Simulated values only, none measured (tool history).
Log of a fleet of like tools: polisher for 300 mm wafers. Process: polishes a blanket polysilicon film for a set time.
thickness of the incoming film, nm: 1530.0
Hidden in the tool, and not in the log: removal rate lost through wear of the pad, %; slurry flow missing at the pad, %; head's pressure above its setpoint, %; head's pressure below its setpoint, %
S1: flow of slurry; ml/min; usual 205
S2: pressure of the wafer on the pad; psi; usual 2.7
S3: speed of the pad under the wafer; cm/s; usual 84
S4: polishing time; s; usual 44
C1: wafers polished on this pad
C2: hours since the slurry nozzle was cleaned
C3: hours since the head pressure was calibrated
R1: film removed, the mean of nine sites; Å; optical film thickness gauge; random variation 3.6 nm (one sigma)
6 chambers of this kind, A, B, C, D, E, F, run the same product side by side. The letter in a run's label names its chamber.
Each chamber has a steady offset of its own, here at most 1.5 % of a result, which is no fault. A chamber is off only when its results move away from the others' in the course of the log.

At day 0.308: chamber D: slurry nozzle cleaned.
At day 0.392: chamber A: slurry nozzle cleaned.
Run 1B, day 0.529: usual settings; C1 432; C2 216.2; C3 475.1. Result: R1 2803.9 Å.
At day 0.833: chamber E: worn pad replaced by a new one.
At day 0.95: chamber A: worn pad replaced by a new one.
Run 2F, day 1.154: usual settings; C1 799; C2 321.3; C3 825.8. Result: R1 2834.5 Å.
Run 3A, day 1.625: usual settings; C1 113; C2 29.7; C3 75.7. Result: R1 2911.8 Å.
At day 1.679: chamber C: head pressure recalibrated.
Run 4E, day 1.921: usual settings; C1 183; C2 57.7; C3 1002.2. Result: R1 2819.4 Å.
At day 2.288: chamber F: slurry nozzle cleaned.
Run 5D, day 2.421: usual settings; C1 758; C2 50.8; C3 557.8. Result: R1 2832.2 Å.
At day 2.738: chamber E: head pressure recalibrated.
Run 6C, day 2.875: usual settings but S3 58 cm/s, S4 31 s; C1 543; C2 635.8; C3 28.7. Result: R1 1387.9 Å.
Run 7F, day 3.438: usual settings but S3 58 cm/s, S4 31 s; C1 1184; C2 27.7; C3 880.6. Result: R1 1378.3 Å.
Run 8E, day 3.779: usual settings but S3 58 cm/s, S4 31 s; C1 496; C2 102.3; C3 25.1. Result: R1 1355.6 Å.
At day 4.204: chamber F: worn pad replaced by a new one.
Run 9A, day 4.233: usual settings but S3 58 cm/s, S4 31 s; C1 553; C2 92.3; C3 138.3. Result: R1 1381.2 Å.
Run 10C, day 4.567: usual settings but S3 58 cm/s, S4 31 s; C1 828; C2 676.4; C3 69.3. Result: R1 1380.2 Å.
At day 4.667: chamber D: worn pad replaced by a new one.
At day 4.85: chamber E: worn pad replaced by a new one.
At day 4.962: chamber B: worn pad replaced by a new one.
Run 11B, day 5.067: usual settings but S3 58 cm/s, S4 31 s; C1 18; C2 325.1; C3 584. Result: R1 1364.5 Å.
Run 12D, day 5.708: usual settings; C1 175; C2 129.7; C3 636.7. Result: R1 2825.9 Å.
Run 13C, day 6.267: usual settings; C1 1115; C2 717.2; C3 110.1. Result: R1 2774 Å.
Run 14E, day 6.588: usual settings but S4 52 s; C1 292; C2 169.7; C3 92.5. Result: R1 3328.1 Å.
At day 6.658: chamber C: slurry nozzle cleaned.
Run 15D, day 7.058: usual settings but S4 52 s; C1 403; C2 162.1; C3 669.1. Result: R1 3317.9 Å.
At day 7.575: chamber C: worn pad replaced by a new one.
Run 16F, day 7.683: usual settings but S4 52 s; C1 586; C2 129.6; C3 982.5. Result: R1 3276.2 Å.
At day 7.854: chamber A: worn pad replaced by a new one.
Run 17B, day 8.092: usual settings but S4 52 s; C1 527; C2 397.7; C3 656.6. Result: R1 3342.6 Å.
Run 18A, day 8.525: usual settings but S4 52 s; C1 113; C2 195.3; C3 241.3. Result: R1 3273.2 Å.
At day 8.846: chamber B: slurry nozzle cleaned.
Run 19F, day 8.95: usual settings but S4 52 s; C1 799; C2 160; C3 1012.9. Result: R1 3386.3 Å.
At day 9.238: chamber E: worn pad replaced by a new one.
Run 20A, day 9.325: usual settings; C1 248; C2 214.5; C3 260.5. Result: R1 2882.5 Å.
At day 9.742: chamber B: head pressure recalibrated.
Run 21E, day 9.779: usual settings; C1 91; C2 246.3; C3 169.1. Result: R1 2763.8 Å.
Run 22D, day 10.279: usual settings; C1 946; C2 239.4; C3 746.4. Result: R1 2709.3 Å.
Run 23B, day 10.771: usual settings; C1 979; C2 46.2; C3 24.8. Result: R1 2846.5 Å.
Run 24C, day 11.288: usual settings; C1 626; C2 111.2; C3 230.6. Result: R1 2814.5 Å.
Run 25E, day 11.638: usual settings but S3 60 cm/s; C1 404; C2 290.9; C3 213.7. Result: R1 1965.6 Å.
At day 11.696: chamber B: worn pad replaced by a new one.
Run 26C, day 12.054: usual settings but S3 60 cm/s; C1 755; C2 129.6; C3 249. Result: R1 2027.4 Å.
Run 27F, day 12.371: usual settings but S3 60 cm/s; C1 1376; C2 242.1; C3 1095. Result: R1 1981.6 Å.
Run 28D, day 12.762: usual settings but S3 60 cm/s; C1 1364; C2 299; C3 806. Result: R1 2025.1 Å.
At day 12.783: chamber D: worn pad replaced by a new one.
At day 13.325: chamber E: worn pad replaced by a new one.
Run 29B, day 13.375: usual settings but S3 60 cm/s; C1 283; C2 108.7; C3 87.3. Result: R1 1980.9 Å.
At day 13.658: chamber F: worn pad replaced by a new one.
Run 30A, day 13.925: usual settings but S3 60 cm/s; C1 1023; C2 324.9; C3 370.9. Result: R1 2017.5 Å.
Run 31E, day 14.533: usual settings; C1 204; C2 360.4; C3 283.2. Result: R1 2717.9 Å.
Run 32D, day 14.904: usual settings; C1 357; C2 350.4; C3 857.4. Result: R1 2797.4 Å.
At day 15.304: chamber F: slurry nozzle cleaned.
Run 33A, day 15.496: usual settings but S4 52 s; C1 1288; C2 362.6; C3 408.6. Result: R1 3386.1 Å.
At day 15.617: chamber A: worn pad replaced by a new one.
At day 16.083: chamber C: worn pad replaced by a new one.
Run 34B, day 16.154: usual settings but S4 52 s; C1 751; C2 175.4; C3 154. Result: R1 3339.3 Å.
Run 35F, day 16.796: usual settings but S4 52 s; C1 528; C2 35.8; C3 1201.2. Result: R1 3378.7 Å.
Run 36C, day 17.096: usual settings but S4 52 s; C1 170; C2 250.6; C3 370. Result: R1 3372.2 Å.
At day 17.521: chamber A: head pressure recalibrated.
Run 37D, day 17.604: usual settings but S4 52 s; C1 812; C2 415.2; C3 922.2. Result: R1 3284.9 Å.
Run 38F, day 18.125: usual settings but S4 52 s; C1 752; C2 67.7; C3 1233.1. Result: R1 3383.9 Å.
Run 39C, day 18.767: usual settings; C1 452; C2 290.7; C3 410.1. Result: R1 2837.5 Å.
At day 19.071: chamber B: worn pad replaced by a new one.
Run 40B, day 19.183: usual settings; C1 19; C2 248.1; C3 226.7. Result: R1 2866.3 Å.
Run 41A, day 19.742: usual settings; C1 695; C2 464.5; C3 53.4. Result: R1 2831.9 Å.

All 6 chambers run these settings next. Forecast each chamber's results:
Run 42A, day 20.217: usual settings. Result: R1 ?.
Run 42B, day 20.217: usual settings. Result: R1 ?.
Run 42C, day 20.217: usual settings. Result: R1 ?.
Run 42D, day 20.217: usual settings. Result: R1 ?.
Run 42E, day 20.217: usual settings. Result: R1 ?.
Run 42F, day 20.217: usual settings. Result: R1 ?.

run      R1
42A  2796.9
42B  2843.6
42C  2776.2
42D  2824.3
42E  2772.2
42F  2854.8
